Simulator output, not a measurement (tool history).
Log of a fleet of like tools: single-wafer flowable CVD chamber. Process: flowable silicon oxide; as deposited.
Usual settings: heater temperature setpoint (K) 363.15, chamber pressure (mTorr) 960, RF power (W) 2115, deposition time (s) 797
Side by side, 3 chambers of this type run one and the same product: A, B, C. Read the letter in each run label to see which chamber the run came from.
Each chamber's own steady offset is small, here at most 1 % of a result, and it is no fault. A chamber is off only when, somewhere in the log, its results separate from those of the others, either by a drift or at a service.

run     day  heater temperature setpoint (K)  chamber pressure (mTorr)  RF power (W)  deposition time (s)  hours since the last thermocouple change  hours since the last RF generator calibration  hours since the last manometer calibration  read-back reference wafer on the same gauge, thickness_nm  mean film thickness on the monitor wafer (Å)
 1C   0.458                           363.15                       960          2115                  797                                      17.9                                          703.6                                       798.8                                                     742.99                                        8597.2
      0.496  -- chamber B: RF generator calibrated
 2B   0.767                           363.15                       960          2115                  797                                     552.1                                            6.6                                       385.8                                                     742.76                                        8518.1
 3A   1.267                           363.15                       960          2115                  797                                     690.4                                         1816.7                                       501.9                                                     742.77                                        8581.1
 4C   1.821                           363.15                       960          2115                  797                                      50.6                                          736.3                                       831.5                                                     742.65                                        8597.2
 5A   2.133                           363.15                       960          2400                  797                                     711.2                                         1837.5                                       522.7                                                     742.65                                        8743.5
 6B   2.588                           363.15                       960          2400                  797                                     595.8                                           50.3                                       429.5                                                     742.35                                        8691.1
 7C   3.150                           363.15                       960          2400                  797                                      82.5                                          768.2                                       863.4                                                     742.46                                        8760.6
 8B   3.446                           363.15                       960          2115                  797                                     616.4                                           70.9                                       450.1                                                     742.30                                        8515.7
 9A   3.967                           363.15                       960          2115                  797                                     755.2                                         1881.5                                       566.7                                                     742.21                                        8595.9
10B   4.400                           363.15                       960          2115                  797                                     639.3                                           93.8                                       473.0                                                     742.13                                        8503.8
11C   4.829                           363.15                       960          2115                  797                                     122.8                                          808.5                                       903.7                                                     742.03                                        8586.9
12A   5.271                           363.15                       960          2115                  797                                     786.5                                         1912.8                                       598.0                                                     741.71                                        8565.9
13A   5.758                           363.15                       960          2115                  797                                     798.2                                         1924.5                                       609.7                                                     742.08                                        8575.5
14B   6.279                           363.15                       740          2115                  797                                     684.4                                          138.9                                       518.1                                                     741.74                                        6111.0
15C   6.600                           363.15                       740          2115                  797                                     165.3                                          851.0                                       946.2                                                     741.64                                        6159.5
16A   7.083                           363.15                       740          2115                  797                                     830.0                                         1956.3                                       641.5                                                     741.63                                        6171.6
      7.392  -- chamber A: RF generator calibrated
17B   7.504                           363.15                       960          2465                  797                                     713.8                                          168.3                                       547.5                                                     741.49                                        8717.8
18C   7.946                           363.15                       960          2465                  797                                     197.6                                          883.3                                       978.5                                                     741.46                                        8789.1
19C   8.479                           363.15                       960          2465                  797                                     210.4                                          896.1                                       991.3                                                     741.32                                        8794.3
20B   8.917                           363.15                       960          2115                  797                                     747.7                                          202.2                                       581.4                                                     741.43                                        8503.4
      9.233  -- chamber A: thermocouple changed; heater temperature recalibrated
21A   9.471                           363.15                       960          2115                  797                                       5.8                                           50.0                                       698.8                                                     741.21                                        8574.2
      9.512  -- chamber C: RF generator calibrated
22A  10.021                           363.15                       960          2115                  797                                      19.0                                           63.2                                       712.0                                                     741.13                                        8577.8
23C  10.521                           363.15                       960          2115                  797                                     259.4                                           24.3                                      1040.3                                                     741.00                                        8571.5
24B  10.942                           363.15                       960          2115                  797                                     796.3                                          250.8                                       630.0                                                     740.76                                        8500.7
25C  11.446                           363.15                       960          2115                  797                                     281.6                                           46.5                                      1062.5                                                     740.80                                        8583.7
26B  11.946                           363.15                       960          2115                  797                                     820.4                                          274.9                                       654.1                                                     740.66                                        8497.3
27A  12.362                           363.15                       960          2115                  797                                      75.2                                          119.4                                       768.2                                                     740.79                                        8566.6
28B  12.800                           363.15                       960          2115                  797                                     840.9                                          295.4                                       674.6                                                     740.61                                        8500.9
29A  13.342                           363.15                       960          2115                  797                                      98.7                                          142.9                                       791.7                                                     740.30                                        8572.8
30C  13.725                           363.15                       960          2115                  797                                     336.3                                          101.2                                      1117.2                                                     740.22                                        8575.7
31C  14.283                           363.15                       960          2115                  797                                     349.7                                          114.6                                      1130.6                                                     740.20                                        8555.1
32A  14.850                           363.15                       960          2115                  797                                     134.9                                          179.1                                       827.9                                                     739.98                                        8557.5
33B  15.333                           363.15                       960          2115                  797                                     901.7                                          356.2                                       735.4                                                     739.98                                        8491.0

What goes on in this fleet: one chamber off, a drifting gauge, or nothing beyond the chambers' own small offsets? Name the chamber and the cause, if any.

No chamber is off; the gauge reading every chamber's wafers drifts, which makes the whole fleet appear to move together.
Cause: gauge reads low (%) = 0.414.
